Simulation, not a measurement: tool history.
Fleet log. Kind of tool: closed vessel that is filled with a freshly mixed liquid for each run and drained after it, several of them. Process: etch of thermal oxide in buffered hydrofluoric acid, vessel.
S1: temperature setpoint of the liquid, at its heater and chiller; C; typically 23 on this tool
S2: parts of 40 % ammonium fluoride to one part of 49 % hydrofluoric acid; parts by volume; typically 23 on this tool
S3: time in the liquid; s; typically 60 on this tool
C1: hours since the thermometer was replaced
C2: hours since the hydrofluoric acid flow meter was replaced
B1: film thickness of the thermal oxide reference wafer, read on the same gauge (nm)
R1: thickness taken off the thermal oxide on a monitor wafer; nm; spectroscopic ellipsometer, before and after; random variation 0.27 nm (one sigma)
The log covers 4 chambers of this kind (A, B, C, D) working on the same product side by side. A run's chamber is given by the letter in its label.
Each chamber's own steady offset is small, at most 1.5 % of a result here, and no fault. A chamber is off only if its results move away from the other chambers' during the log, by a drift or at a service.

run 1A hour=14.0 | S1=23 S2=23 S3=60 | C1=1232.4 C2=838.2 | B1=59.989 | R1=31.263
run 2C hour=20.9 | S1=23 S2=23 S3=60 | C1=241.7 C2=1014.6 | B1=59.987 | R1=31.198
run 3B hour=33.8 | S1=23 S2=23 S3=60 | C1=312.9 C2=1188.6 | B1=60.009 | R1=31.514
run 4D hour=48.9 | S1=23 S2=23 S3=60 | C1=289.5 C2=1192.5 | B1=60.018 | R1=32.199
run 5C hour=57.4 | S1=23 S2=23 S3=60 | C1=278.2 C2=1051.1 | B1=60.004 | R1=31.056
run 6B hour=71.6 | S1=23 S2=23 S3=35 | C1=350.7 C2=1226.4 | B1=59.974 | R1=18.088
run 7A hour=83.8 | S1=23 S2=23 S3=35 | C1=1302.2 C2=908.0 | B1=59.997 | R1=18.179
-- hour=96.7 chamber D: hydrofluoric acid flow meter replaced
run 8D hour=97.0 | S1=23 S2=23 S3=35 | C1=337.6 C2=0.3 | B1=60.025 | R1=18.571
run 9C hour=112.7 | S1=23 S2=23 S3=35 | C1=333.5 C2=1106.4 | B1=60.015 | R1=18.221
run 10A hour=123.1 | S1=23 S2=23 S3=60 | C1=1341.5 C2=947.3 | B1=59.999 | R1=30.079
run 11B hour=136.9 | S1=23 S2=30 S3=60 | C1=416.0 C2=1291.7 | B1=60.001 | R1=26.027
run 12D hour=148.1 | S1=23 S2=30 S3=60 | C1=388.7 C2=51.4 | B1=59.990 | R1=26.363
run 13C hour=155.4 | S1=23 S2=30 S3=60 | C1=376.2 C2=1149.1 | B1=59.994 | R1=26.017
run 14A hour=163.3 | S1=23 S2=30 S3=60 | C1=1381.7 C2=987.5 | B1=59.993 | R1=25.111
run 15D hour=177.9 | S1=23 S2=23 S3=60 | C1=418.5 C2=81.2 | B1=60.017 | R1=31.271
run 16B hour=193.3 | S1=23 S2=23 S3=60 | C1=472.4 C2=1348.1 | B1=59.987 | R1=31.472
run 17D hour=200.5 | S1=23 S2=23 S3=60 | C1=441.1 C2=103.8 | B1=59.997 | R1=31.751
run 18B hour=210.1 | S1=23 S2=23 S3=60 | C1=489.2 C2=1364.9 | B1=59.988 | R1=31.561
run 19A hour=217.5 | S1=23 S2=23 S3=60 | C1=1435.9 C2=1041.7 | B1=59.992 | R1=29.389
run 20C hour=231.8 | S1=23 S2=15 S3=60 | C1=452.6 C2=1225.5 | B1=59.991 | R1=45.928
run 21B hour=239.9 | S1=23 S2=15 S3=60 | C1=519.0 C2=1394.7 | B1=59.978 | R1=46.382
run 22D hour=254.0 | S1=23 S2=15 S3=60 | C1=494.6 C2=157.3 | B1=59.981 | R1=46.150
run 23C hour=267.3 | S1=23 S2=15 S3=60 | C1=488.1 C2=1261.0 | B1=60.007 | R1=46.590
run 24A hour=281.3 | S1=23 S2=23 S3=60 | C1=1499.7 C2=1105.5 | B1=59.987 | R1=28.290
run 25A hour=296.2 | S1=23 S2=23 S3=60 | C1=1514.6 C2=1120.4 | B1=60.001 | R1=28.482
run 26C hour=311.0 | S1=23 S2=27 S3=60 | C1=531.8 C2=1304.7 | B1=59.981 | R1=27.452
run 27D hour=324.3 | S1=23 S2=27 S3=60 | C1=564.9 C2=227.6 | B1=60.007 | R1=28.657

All 4 chambers run these settings next. Forecast each chamber's results:
run 28A hour=335.6 | S1=23 S2=23 S3=90 | R1=?
run 28B hour=335.6 | S1=23 S2=23 S3=90 | R1=?
run 28C hour=335.6 | S1=23 S2=23 S3=90 | R1=?
run 28D hour=335.6 | S1=23 S2=23 S3=90 | R1=?

run=28A R1=42.172
run=28B R1=46.740
run=28C R1=46.424
run=28D R1=48.235

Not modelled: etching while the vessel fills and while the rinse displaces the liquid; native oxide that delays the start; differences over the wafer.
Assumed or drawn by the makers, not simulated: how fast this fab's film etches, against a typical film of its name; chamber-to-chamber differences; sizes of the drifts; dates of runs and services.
